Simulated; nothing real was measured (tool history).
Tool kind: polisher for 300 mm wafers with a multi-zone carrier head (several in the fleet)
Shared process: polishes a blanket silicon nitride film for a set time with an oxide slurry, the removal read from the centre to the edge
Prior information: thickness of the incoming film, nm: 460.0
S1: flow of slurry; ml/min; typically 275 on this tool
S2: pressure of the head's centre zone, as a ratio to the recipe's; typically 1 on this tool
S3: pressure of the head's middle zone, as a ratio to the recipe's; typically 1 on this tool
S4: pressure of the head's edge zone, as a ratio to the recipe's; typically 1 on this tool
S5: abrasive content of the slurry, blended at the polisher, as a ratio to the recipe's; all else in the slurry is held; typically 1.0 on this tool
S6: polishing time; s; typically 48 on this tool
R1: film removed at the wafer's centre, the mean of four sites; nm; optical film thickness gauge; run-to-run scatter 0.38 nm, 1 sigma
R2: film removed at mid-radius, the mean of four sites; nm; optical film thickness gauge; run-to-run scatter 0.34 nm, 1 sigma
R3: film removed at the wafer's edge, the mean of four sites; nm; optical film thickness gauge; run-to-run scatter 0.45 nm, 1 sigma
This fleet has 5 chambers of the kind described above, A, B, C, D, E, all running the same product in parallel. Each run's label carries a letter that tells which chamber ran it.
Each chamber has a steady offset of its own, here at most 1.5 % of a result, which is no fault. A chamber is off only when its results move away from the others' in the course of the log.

| run | day | S1 | S2 | S3 | S4 | S5 | S6 | R1 | R2 | R3 |
|---|---|---|---|---|---|---|---|---|---|---|
| 1B | 0.117 | 275 | 1 | 1 | 1 | 1.0 | 48 | 34.597 | 33.866 | 34.123 |
| 2E | 0.312 | 275 | 1 | 1 | 1 | 1.0 | 48 | 34.093 | 34.181 | 34.680 |
|  | 0.321 | chamber A: centre zone pressure recalibrated |
| 3C | 0.483 | 275 | 1 | 1 | 1 | 1.0 | 48 | 34.120 | 34.696 | 34.462 |
| 4A | 0.642 | 275 | 1 | 1 | 1 | 1.0 | 48 | 34.515 | 34.354 | 34.263 |
|  | 0.758 | chamber A: worn pad replaced by a new one |
| 5D | 0.838 | 275 | 1 | 1 | 1 | 1.0 | 48 | 33.738 | 33.971 | 33.916 |
| 6A | 0.971 | 275 | 1 | 1 | 1 | 1.0 | 48 | 34.062 | 34.213 | 34.263 |
| 7E | 1.158 | 275 | 1 | 1 | 1 | 1.0 | 48 | 33.905 | 34.238 | 34.030 |
| 8D | 1.300 | 275 | 1 | 1 | 1 | 1.2 | 59 | 45.491 | 45.554 | 45.883 |
| 9B | 1.521 | 275 | 1 | 1 | 1 | 1.2 | 59 | 45.324 | 46.057 | 45.309 |
| 10C | 1.658 | 275 | 1 | 1 | 1 | 1.2 | 59 | 44.602 | 45.179 | 44.181 |
| 11D | 1.779 | 275 | 1 | 1 | 1 | 1.2 | 59 | 45.440 | 45.856 | 45.567 |
| 12A | 1.950 | 275 | 1 | 1 | 1 | 1.2 | 59 | 45.901 | 45.368 | 45.177 |
|  | 2.079 | chamber D: centre zone pressure recalibrated |
| 13C | 2.108 | 275 | 1 | 1 | 1 | 1.0 | 48 | 33.941 | 33.494 | 33.473 |
|  | 2.146 | chamber A: slurry nozzle cleaned |
| 14E | 2.333 | 275 | 1 | 1 | 1 | 1.0 | 48 | 34.984 | 34.186 | 33.685 |
| 15B | 2.512 | 275 | 1 | 1 | 1 | 1.0 | 48 | 35.099 | 33.772 | 33.921 |
| 16D | 2.700 | 275 | 1 | 1 | 1 | 1.0 | 48 | 33.653 | 34.541 | 34.366 |
| 17C | 2.938 | 275 | 1 | 1 | 1 | 1.0 | 48 | 32.660 | 33.376 | 33.764 |
| 18A | 3.167 | 275 | 1 | 1 | 1 | 1.0 | 48 | 34.331 | 34.497 | 34.300 |
|  | 3.175 | chamber E: slurry nozzle cleaned |
| 19B | 3.283 | 275 | 1 | 1 | 1 | 1.0 | 48 | 34.789 | 34.679 | 33.643 |
| 20E | 3.521 | 275 | 1 | 1 | 1 | 1.0 | 48 | 33.256 | 34.351 | 34.177 |
| 21A | 3.750 | 275 | 1 | 1 | 1 | 1.0 | 48 | 34.724 | 34.702 | 35.413 |
|  | 3.858 | chamber B: slurry nozzle cleaned |
| 22E | 3.962 | 275 | 1 | 1 | 1 | 1.0 | 48 | 34.273 | 34.123 | 34.275 |
| 23D | 4.108 | 275 | 1 | 1 | 1 | 1.0 | 48 | 34.167 | 34.030 | 33.997 |
|  | 4.196 | chamber B: centre zone pressure recalibrated |
| 24C | 4.342 | 275 | 1 | 1 | 1 | 1.0 | 48 | 32.409 | 32.453 | 32.991 |
| 25B | 4.508 | 275 | 1 | 1 | 1 | 1.0 | 48 | 34.081 | 33.915 | 33.545 |
| 26D | 4.617 | 275 | 1 | 1 | 1 | 0.7 | 48 | 29.211 | 28.729 | 28.850 |
| 27E | 4.833 | 275 | 1 | 1 | 1 | 0.7 | 48 | 28.386 | 28.448 | 27.746 |
|  | 4.988 | chamber E: worn pad replaced by a new one |
| 28A | 4.988 | 275 | 1 | 1 | 1 | 0.7 | 48 | 29.064 | 28.762 | 28.478 |
| 29C | 5.192 | 275 | 1 | 1 | 1 | 0.7 | 48 | 26.942 | 26.582 | 27.129 |
| 30B | 5.329 | 275 | 1 | 1 | 1 | 0.7 | 48 | 28.196 | 28.263 | 28.208 |
| 31E | 5.533 | 275 | 1 | 1 | 1 | 1.0 | 48 | 33.814 | 34.261 | 34.385 |
| 32C | 5.733 | 275 | 1 | 1 | 1 | 1.0 | 48 | 32.174 | 32.245 | 31.826 |
| 33D | 5.846 | 275 | 1 | 1 | 1 | 1.0 | 48 | 34.755 | 34.172 | 34.233 |
| 34B | 5.958 | 275 | 1 | 1 | 1 | 1.0 | 48 | 33.849 | 34.073 | 33.640 |

All 5 chambers run these settings next. Forecast each chamber's results:
| 35A | 6.129 | 330 | 1 | 1 | 1 | 1.0 | 48 | ? | ? | ? |
| 35B | 6.129 | 330 | 1 | 1 | 1 | 1.0 | 48 | ? | ? | ? |
| 35C | 6.129 | 330 | 1 | 1 | 1 | 1.0 | 48 | ? | ? | ? |
| 35D | 6.129 | 330 | 1 | 1 | 1 | 1.0 | 48 | ? | ? | ? |
| 35E | 6.129 | 330 | 1 | 1 | 1 | 1.0 | 48 | ? | ? | ? |

| run | R1 | R2 | R3 |
|---|---|---|---|
| 35A | 34.592 | 35.002 | 35.316 |
| 35B | 34.245 | 35.014 | 34.180 |
| 35C | 32.030 | 33.042 | 31.602 |
| 35D | 35.381 | 34.781 | 34.564 |
| 35E | 34.544 | 35.178 | 34.657 |
